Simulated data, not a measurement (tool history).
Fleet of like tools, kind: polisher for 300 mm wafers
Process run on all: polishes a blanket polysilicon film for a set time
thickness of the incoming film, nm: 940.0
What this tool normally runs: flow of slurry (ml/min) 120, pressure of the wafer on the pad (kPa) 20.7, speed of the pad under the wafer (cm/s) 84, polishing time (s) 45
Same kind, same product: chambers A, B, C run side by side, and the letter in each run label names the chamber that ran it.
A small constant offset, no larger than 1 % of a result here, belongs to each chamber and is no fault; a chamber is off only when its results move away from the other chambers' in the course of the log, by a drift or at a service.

run,hour,flow of slurry (ml/min),pressure of the wafer on the pad (kPa),speed of the pad under the wafer (cm/s),polishing time (s),film removed (angstrom)
# hour 1.4: chamber A: worn pad replaced by a new one
1A,8.6,120,20.7,84,45,3405.0
2B,16.9,120,20.7,84,45,3461.6
# hour 29.1: chamber B: worn pad replaced by a new one
3C,29.4,120,20.7,84,45,3478.1
4A,43.5,120,20.7,84,45,3492.8
# hour 45.3: chamber A: worn pad replaced by a new one
# hour 48.1: chamber C: worn pad replaced by a new one
5C,54.6,120,20.7,84,45,3455.5
6B,66.1,120,20.7,84,45,3395.6
7B,75.8,120,20.7,84,45,3334.3
8A,83.0,120,20.7,84,45,3513.3
9C,92.8,120,20.7,84,45,3445.3
# hour 98.8: chamber A: worn pad replaced by a new one
10B,102.9,120,20.7,84,52,3952.8
# hour 112.5: chamber C: worn pad replaced by a new one
11C,116.8,120,20.7,84,52,3951.3
12A,129.1,120,20.7,84,52,3947.1
13A,139.5,120,20.7,84,45,3421.5
# hour 143.9: chamber C: slurry nozzle cleaned
# hour 143.9: chamber A: worn pad replaced by a new one
# hour 146.3: chamber B: worn pad replaced by a new one
14B,150.5,120,20.7,84,45,3401.3
15C,163.8,120,20.7,84,45,3412.4
16C,174.9,120,20.7,84,45,3406.4
# hour 177.4: chamber C: worn pad replaced by a new one
17A,185.9,120,26.9,58,45,3113.7
# hour 196.3: chamber A: worn pad replaced by a new one
18B,200.6,120,26.9,58,45,3072.9
19A,216.0,120,26.9,58,45,3103.4
20B,230.7,120,20.7,84,45,3426.8
21C,245.6,120,20.7,84,45,3436.6

Predict what each chamber gives when all 3 of them run the settings below next.
22A,256.6,120,20.7,84,45,?
22B,256.6,120,20.7,84,45,?
22C,256.6,120,20.7,84,45,?

run,film removed (angstrom)
22A,3477.0
22B,3420.4
22C,3400.0
